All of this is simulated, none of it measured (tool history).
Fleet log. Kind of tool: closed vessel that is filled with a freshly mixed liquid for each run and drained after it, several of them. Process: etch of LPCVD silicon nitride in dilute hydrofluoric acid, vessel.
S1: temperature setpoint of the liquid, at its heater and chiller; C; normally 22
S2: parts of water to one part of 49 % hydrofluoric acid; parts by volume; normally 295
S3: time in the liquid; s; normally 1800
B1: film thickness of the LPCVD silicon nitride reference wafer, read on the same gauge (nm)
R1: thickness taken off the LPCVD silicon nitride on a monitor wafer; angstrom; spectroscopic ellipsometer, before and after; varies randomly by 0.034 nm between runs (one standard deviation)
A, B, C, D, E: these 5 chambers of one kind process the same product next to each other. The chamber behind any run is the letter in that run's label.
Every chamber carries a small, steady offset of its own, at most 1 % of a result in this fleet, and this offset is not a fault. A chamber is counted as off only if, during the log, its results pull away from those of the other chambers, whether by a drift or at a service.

Run 1A, day 0.508: usual settings; B1 110.01. Result: R1 26.88 angstrom.
Run 2B, day 1.017: usual settings; B1 110.03. Result: R1 26.167 angstrom.
Run 3E, day 1.45: usual settings; B1 110. Result: R1 26.741 angstrom.
Run 4D, day 1.829: usual settings; B1 110. Result: R1 26.721 angstrom.
Run 5C, day 2.183: usual settings; B1 109.98. Result: R1 26.614 angstrom.
At day 2.442: chamber D: hydrofluoric acid flow meter replaced.
Run 6C, day 2.717: usual settings; B1 109.95. Result: R1 27.336 angstrom.
Run 7B, day 3.129: usual settings; B1 109.98. Result: R1 27.043 angstrom.
Run 8A, day 3.558: usual settings; B1 110. Result: R1 26.223 angstrom.
Run 9D, day 3.825: usual settings; B1 110.04. Result: R1 26.561 angstrom.
At day 3.962: chamber E: hydrofluoric acid flow meter replaced.
Run 10E, day 4.117: usual settings; B1 109.97. Result: R1 26.637 angstrom.
Run 11C, day 4.588: usual settings; B1 110.02. Result: R1 27.016 angstrom.
Run 12E, day 5.038: usual settings; B1 109.98. Result: R1 26.494 angstrom.
Run 13D, day 5.479: usual settings; B1 110. Result: R1 26.674 angstrom.
Run 14B, day 5.967: usual settings; B1 110.03. Result: R1 25.886 angstrom.
Run 15A, day 6.392: usual settings; B1 110.02. Result: R1 26.764 angstrom.
Run 16A, day 6.658: usual settings; B1 110. Result: R1 26.61 angstrom.
Run 17B, day 6.917: usual settings but S1 25 C, S2 195 parts by volume; B1 109.98. Result: R1 46.665 angstrom.
Run 18C, day 7.179: usual settings but S1 25 C, S2 195 parts by volume; B1 109.99. Result: R1 48.601 angstrom.
Run 19D, day 7.55: usual settings but S1 25 C, S2 195 parts by volume; B1 109.99. Result: R1 47.742 angstrom.
Run 20E, day 7.921: usual settings but S1 25 C, S2 195 parts by volume; B1 110.05. Result: R1 47.259 angstrom.
Run 21B, day 8.425: usual settings but S1 25 C, S2 195 parts by volume; B1 109.99. Result: R1 47.46 angstrom.
Run 22A, day 8.683: usual settings but S1 25 C, S3 2685 s; B1 109.99. Result: R1 47.412 angstrom.
Run 23C, day 9.212: usual settings but S1 25 C, S3 2685 s; B1 109.95. Result: R1 47.086 angstrom.
Run 24E, day 9.45: usual settings but S1 25 C, S3 2685 s; B1 109.99. Result: R1 48.651 angstrom.
Run 25D, day 9.696: usual settings but S1 25 C, S3 2685 s; B1 109.98. Result: R1 48.039 angstrom.
At day 9.738: chamber B: thermometer replaced.
Run 26C, day 10.196: usual settings but S1 25 C, S3 2685 s; B1 110.01. Result: R1 47.909 angstrom.
Run 27E, day 10.558: usual settings; B1 110.01. Result: R1 26.025 angstrom.
Run 28A, day 11.067: usual settings but S1 20.5 C; B1 110. Result: R1 23.688 angstrom.
Run 29D, day 11.388: usual settings but S1 20.5 C; B1 109.98. Result: R1 24.48 angstrom.
Run 30B, day 11.879: usual settings but S1 20.5 C; B1 109.97. Result: R1 24.276 angstrom.
Run 31D, day 12.208: usual settings but S1 20.5 C; B1 110.01. Result: R1 24.582 angstrom.
Run 32C, day 12.646: usual settings but S1 20.5 C; B1 110.01. Result: R1 24.766 angstrom.
Run 33B, day 13.179: usual settings; B1 110.02. Result: R1 26.345 angstrom.
Run 34A, day 13.508: usual settings; B1 110.03. Result: R1 26.155 angstrom.

Is one chamber out of step, is the gauge drifting, or do the chambers differ by no more than their own small offsets? For an off chamber, give its letter and the likeliest cause.

Nothing is wrong: each chamber keeps only its own small, steady offset and the gauge holds still.
